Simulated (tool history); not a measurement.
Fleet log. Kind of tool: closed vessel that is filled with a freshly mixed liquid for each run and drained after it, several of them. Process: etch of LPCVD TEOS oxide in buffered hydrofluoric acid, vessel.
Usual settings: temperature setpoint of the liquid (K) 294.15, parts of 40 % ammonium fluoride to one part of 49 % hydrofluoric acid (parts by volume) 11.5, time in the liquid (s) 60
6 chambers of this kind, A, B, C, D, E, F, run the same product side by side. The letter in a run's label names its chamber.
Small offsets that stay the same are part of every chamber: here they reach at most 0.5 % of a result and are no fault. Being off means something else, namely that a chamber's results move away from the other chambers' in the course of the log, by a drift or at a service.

| run | hour | temperature setpoint of the liquid (K) | parts of 40 % ammonium fluoride to one part of 49 % hydrofluoric acid (parts by volume) | time in the liquid (s) | read-back film thickness of the LPCVD TEOS oxide reference wafer, read on the same gauge (nm) | thickness taken off the LPCVD TEOS oxide on a monitor wafer (angstrom) |
|---|---|---|---|---|---|---|
| 1E | 10.5 | 294.15 | 11.5 | 60 | 120.01 | 1825.40 |
| 2A | 16.9 | 294.15 | 11.5 | 60 | 120.00 | 1836.60 |
| 3C | 25.4 | 294.15 | 11.5 | 60 | 120.03 | 1841.50 |
| 4F | 32.7 | 294.15 | 11.5 | 60 | 119.97 | 1844.40 |
| 5B | 37.7 | 292.15 | 15.0 | 60 | 120.01 | 1261.00 |
| 6D | 46.1 | 292.15 | 15.0 | 60 | 120.00 | 1264.70 |
| 7E | 56.8 | 292.15 | 15.0 | 60 | 119.96 | 1273.90 |
| 8F | 66.8 | 292.15 | 15.0 | 60 | 120.02 | 1277.10 |
|  | 69.7 | chamber D: hydrofluoric acid flow meter replaced |
| 9B | 73.8 | 292.15 | 15.0 | 60 | 120.01 | 1266.30 |
| 10D | 81.5 | 292.15 | 15.0 | 60 | 120.04 | 1259.40 |
| 11C | 88.3 | 294.15 | 11.5 | 60 | 119.99 | 1841.60 |
| 12A | 99.3 | 294.15 | 11.5 | 60 | 119.99 | 1830.40 |
| 13D | 106.1 | 294.15 | 11.5 | 60 | 119.97 | 1839.50 |
| 14B | 111.1 | 294.15 | 11.5 | 60 | 120.01 | 1826.70 |
| 15A | 121.5 | 294.15 | 11.5 | 60 | 120.01 | 1815.00 |
| 16C | 129.6 | 294.15 | 8.5 | 60 | 120.03 | 2395.10 |
| 17F | 134.6 | 294.15 | 8.5 | 60 | 120.00 | 2384.10 |
| 18E | 143.7 | 294.15 | 8.5 | 60 | 120.03 | 2377.50 |
| 19E | 150.5 | 294.15 | 8.5 | 60 | 119.95 | 2368.10 |
| 20F | 157.3 | 294.15 | 8.5 | 60 | 119.99 | 2363.30 |
| 21B | 166.3 | 294.15 | 8.5 | 60 | 120.01 | 2374.70 |
| 22C | 177.4 | 294.15 | 11.5 | 60 | 120.01 | 1834.60 |
| 23D | 188.0 | 294.15 | 11.5 | 60 | 119.98 | 1837.00 |
| 24A | 195.2 | 294.15 | 11.5 | 60 | 119.98 | 1824.70 |
| 25B | 203.2 | 294.15 | 11.5 | 60 | 120.02 | 1781.70 |
| 26F | 209.2 | 294.15 | 11.5 | 60 | 119.99 | 1827.20 |
| 27C | 214.7 | 294.15 | 11.5 | 60 | 120.06 | 1844.10 |
| 28D | 225.7 | 294.15 | 11.5 | 60 | 120.01 | 1829.50 |
|  | 227.0 | chamber A: hydrofluoric acid flow meter replaced |
| 29A | 236.1 | 294.15 | 11.5 | 60 | 119.97 | 1843.00 |
| 30E | 244.0 | 294.15 | 11.5 | 30 | 120.00 | 926.60 |
| 31A | 253.2 | 294.15 | 11.5 | 30 | 120.00 | 927.07 |
|  | 254.9 | chamber C: thermometer replaced |
|  | 259.2 | chamber E: hydrofluoric acid flow meter replaced |
| 32C | 261.4 | 294.15 | 11.5 | 30 | 120.00 | 916.70 |
| 33E | 271.8 | 294.15 | 11.5 | 30 | 120.01 | 908.30 |
| 34F | 281.9 | 294.15 | 11.5 | 30 | 119.97 | 911.89 |
| 35D | 290.7 | 294.15 | 11.5 | 30 | 120.02 | 909.74 |
| 36B | 301.6 | 294.15 | 11.5 | 60 | 119.99 | 1744.70 |
| 37F | 306.9 | 296.15 | 16.0 | 60 | 119.99 | 1464.30 |
| 38A | 314.8 | 296.15 | 16.0 | 60 | 119.96 | 1468.60 |
| 39D | 326.0 | 296.15 | 16.0 | 60 | 119.99 | 1498.40 |
| 40E | 331.0 | 296.15 | 16.0 | 60 | 120.01 | 1494.40 |

All chambers now run identical settings, listed one chamber a line with results as question marks. What results will each chamber show?
| 41A | 339.1 | 294.15 | 11.5 | 60 |  | ? |
| 41B | 339.1 | 294.15 | 11.5 | 60 |  | ? |
| 41C | 339.1 | 294.15 | 11.5 | 60 |  | ? |
| 41D | 339.1 | 294.15 | 11.5 | 60 |  | ? |
| 41E | 339.1 | 294.15 | 11.5 | 60 |  | ? |
| 41F | 339.1 | 294.15 | 11.5 | 60 |  | ? |

| run | thickness taken off the LPCVD TEOS oxide on a monitor wafer (angstrom) |
|---|---|
| 41A | 1827.60 |
| 41B | 1735.40 |
| 41C | 1845.50 |
| 41D | 1821.10 |
| 41E | 1833.80 |
| 41F | 1831.60 |
